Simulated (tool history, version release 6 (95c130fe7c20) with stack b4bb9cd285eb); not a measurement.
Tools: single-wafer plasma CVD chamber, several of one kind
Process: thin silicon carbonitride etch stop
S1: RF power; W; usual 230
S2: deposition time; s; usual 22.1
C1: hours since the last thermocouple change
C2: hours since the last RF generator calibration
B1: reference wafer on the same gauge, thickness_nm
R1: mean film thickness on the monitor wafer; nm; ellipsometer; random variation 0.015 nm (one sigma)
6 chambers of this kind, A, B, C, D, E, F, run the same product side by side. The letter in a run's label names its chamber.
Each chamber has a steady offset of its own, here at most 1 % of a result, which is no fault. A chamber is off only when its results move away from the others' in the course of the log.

run   hour   S1    S2      C1      C2      B1      R1
 1F    4.4  230  22.1  2583.4  1261.2  11.003  13.023
 2E   11.5  230  22.1   273.7   419.8  11.002  13.055
 3B   17.2  230  22.1   663.3  1503.6  11.002  13.107
 4C   23.2  230  22.1  1685.7  2759.8  11.004  13.202
 5A   27.6  230  22.1  1363.2   745.8  11.003  13.057
 6D   32.8  230  22.1   240.2   314.1  11.009   13.14
 7F   38.8  230  22.1  2617.8  1295.6  11.011  13.025
 8C   46.6  230  22.1  1709.1  2783.2  11.008  13.178
 9E   50.9  230  22.1   313.1   459.2   11.01  13.033
10A   56.1  230  22.1  1391.7   774.3  11.013  13.093
11D   61.8  230  22.1   269.2   343.1  11.011  13.142
      69.9  -- chamber A: RF generator calibrated
12B   69.9  230  22.1     716  1556.3  11.014  13.111
13D   78.1  230  22.1   285.5   359.4  11.013  13.172
      82.6  -- chamber A: thermocouple changed; heater temperature recalibrated
14B   82.8  230  22.1   728.9  1569.2  11.015  13.149
15F   89.4  230  22.1  2668.4  1346.2  11.018  13.031
16A   97.5  230  22.1    14.9    27.6  11.021  13.112
17E  103.8  230  22.1     366   512.1   11.02  13.035
18C  108.4  230  22.1  1770.9    2845  11.021  13.215
19F  114.2  230  22.1  2693.2    1371  11.022   13.06
20C  122.8  185  19.9  1785.3  2859.4  11.022  11.148
       127  -- chamber F: RF generator calibrated
21D  131.1  185  19.9   338.5   412.4  11.026  11.102
22B  136.3  185  19.9   782.4  1622.7  11.026  11.063
23A  143.2  185  19.9    60.6    73.3   11.03  11.076
24E  150.8  185  19.9     413   559.1  11.032  11.019
     155.5  -- chamber C: RF generator calibrated
25E  159.3  185  19.9   421.5   567.6  11.029  11.029
26D  164.4  230  22.1   371.8   445.7  11.034  13.153
27F  171.8  230  22.1  2750.8    44.9  11.034  13.033
28B  175.9  230  22.1     822  1662.3  11.036  13.155
29A  183.6  230  22.1     101   113.7  11.039  13.118
30C  190.1  230  22.1  1852.6    34.7  11.036  13.232
31E  195.3  230  22.1   457.5   603.6  11.035  13.055
32C  200.6  230  22.1  1863.1    45.2  11.038  13.231
33D  207.9  230  22.1   415.3   489.2  11.038  13.177
34B  216.5  230  22.1   862.6  1702.9  11.044  13.163
35A  224.1  230  22.1   141.5   154.2  11.045  13.135
36F    231  230  22.1    2810   104.1  11.044  13.085
37E  239.7  230  22.1   501.9     648  11.046  13.096
38A  247.6  275  19.1     165   177.7  11.051  11.956
39B  253.8  275  19.1   899.9  1740.2  11.051  12.042
40F  260.7  275  19.1  2839.7   133.8  11.052  11.906

Next, every chamber runs the same settings. What will each give?
41A  267.1  230  18.2               ?
41B  267.1  230  18.2               ?
41C  267.1  230  18.2               ?
41D  267.1  230  18.2               ?
41E  267.1  230  18.2               ?
41F  267.1  230  18.2               ?

run      R1
41A  10.823
41B  10.848
41C  10.918
41D  10.876
41E  10.782
41F  10.788
